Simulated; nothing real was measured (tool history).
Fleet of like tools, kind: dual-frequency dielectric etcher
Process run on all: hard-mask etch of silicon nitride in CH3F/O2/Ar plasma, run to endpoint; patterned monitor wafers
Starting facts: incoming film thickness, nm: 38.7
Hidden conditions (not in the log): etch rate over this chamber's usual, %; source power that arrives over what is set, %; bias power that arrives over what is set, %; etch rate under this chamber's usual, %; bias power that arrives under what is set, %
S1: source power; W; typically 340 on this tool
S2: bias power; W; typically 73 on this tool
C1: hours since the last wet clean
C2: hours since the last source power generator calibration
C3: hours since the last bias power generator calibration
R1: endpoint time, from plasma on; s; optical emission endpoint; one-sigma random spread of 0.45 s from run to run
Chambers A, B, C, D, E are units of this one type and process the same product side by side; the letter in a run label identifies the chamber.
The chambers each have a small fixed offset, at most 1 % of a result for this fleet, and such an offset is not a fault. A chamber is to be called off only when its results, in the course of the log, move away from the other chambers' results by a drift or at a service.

run,hour,S1,S2,C1,C2,C3,R1
1B,6.0,340,73,514.1,559.5,1927.3,60.170
# hour 10.1: chamber A: wet clean of the chamber
2E,10.8,340,73,149.3,503.8,871.9,59.781
3C,15.6,340,73,141.9,1268.8,1148.4,59.508
# hour 16.1: chamber B: wet clean of the chamber
4D,23.1,340,73,219.3,913.6,119.5,60.021
5A,28.1,340,73,18.0,1927.8,793.3,58.276
6D,34.1,340,73,230.3,924.6,130.5,59.037
7B,40.3,340,73,24.3,593.8,1961.6,59.488
8A,46.2,340,73,36.1,1945.9,811.4,59.144
9E,51.6,340,73,190.1,544.6,912.7,60.070
10C,60.9,340,73,187.2,1314.1,1193.7,58.707
11D,68.7,340,73,264.9,959.2,165.1,59.633
12E,74.0,340,73,212.5,567.0,935.1,59.546
13B,83.2,340,73,67.2,636.7,2004.5,59.712
14C,92.9,340,73,219.2,1346.1,1225.7,58.581
15A,98.4,340,73,88.3,1998.1,863.6,58.530
16B,105.1,340,73,89.1,658.6,2026.4,59.654
17E,113.7,340,73,252.2,606.7,974.8,59.649
18C,120.0,410,60,246.3,1373.2,1252.8,57.944
19D,127.4,410,60,323.6,1017.9,223.8,59.500
20A,136.4,410,60,126.3,2036.1,901.6,58.890
21C,142.8,410,60,269.1,1396.0,1275.6,58.962
22B,147.7,410,60,131.7,701.2,2069.0,59.731
23A,153.1,340,73,143.0,2052.8,918.3,58.600
24E,157.9,340,73,296.4,650.9,1019.0,59.877
# hour 166.5: chamber A: source power generator calibrated
25D,166.5,340,73,362.7,1057.0,262.9,59.324
26D,176.5,340,55,372.7,1067.0,272.9,66.115
27B,182.2,340,55,166.2,735.7,2103.5,64.872
28C,188.5,340,55,314.8,1441.7,1321.3,65.108
29A,193.6,340,55,183.5,27.1,958.8,64.747
30E,199.8,340,55,338.3,692.8,1060.9,66.059
31B,207.9,340,60,191.9,761.4,2129.2,64.423
32E,213.2,340,60,351.7,706.2,1074.3,63.117
33D,219.3,340,60,415.5,1109.8,315.7,64.254
34C,226.2,340,60,352.5,1479.4,1359.0,62.554
35A,235.8,340,60,225.7,69.3,1001.0,62.783
36A,240.5,340,73,230.4,74.0,1005.7,59.170
37C,247.6,340,73,373.9,1500.8,1380.4,59.175
38E,252.6,340,73,391.1,745.6,1113.7,60.077
39D,262.2,340,73,458.4,1152.7,358.6,59.282
# hour 263.2: chamber E: wet clean of the chamber
40B,269.4,340,73,253.4,822.9,2190.7,60.059
41C,275.1,280,73,401.4,1528.3,1407.9,63.264
42B,280.0,280,73,264.0,833.5,2201.3,63.792
43E,284.7,280,73,21.5,777.7,1145.8,64.265

All chambers now run identical settings, listed one chamber a line with results as question marks. What results will each chamber show?
44A,291.8,340,73,,,,?
44B,291.8,340,73,,,,?
44C,291.8,340,73,,,,?
44D,291.8,340,73,,,,?
44E,291.8,340,73,,,,?

run,R1
44A,58.607
44B,59.756
44C,59.716
44D,59.076
44E,59.439
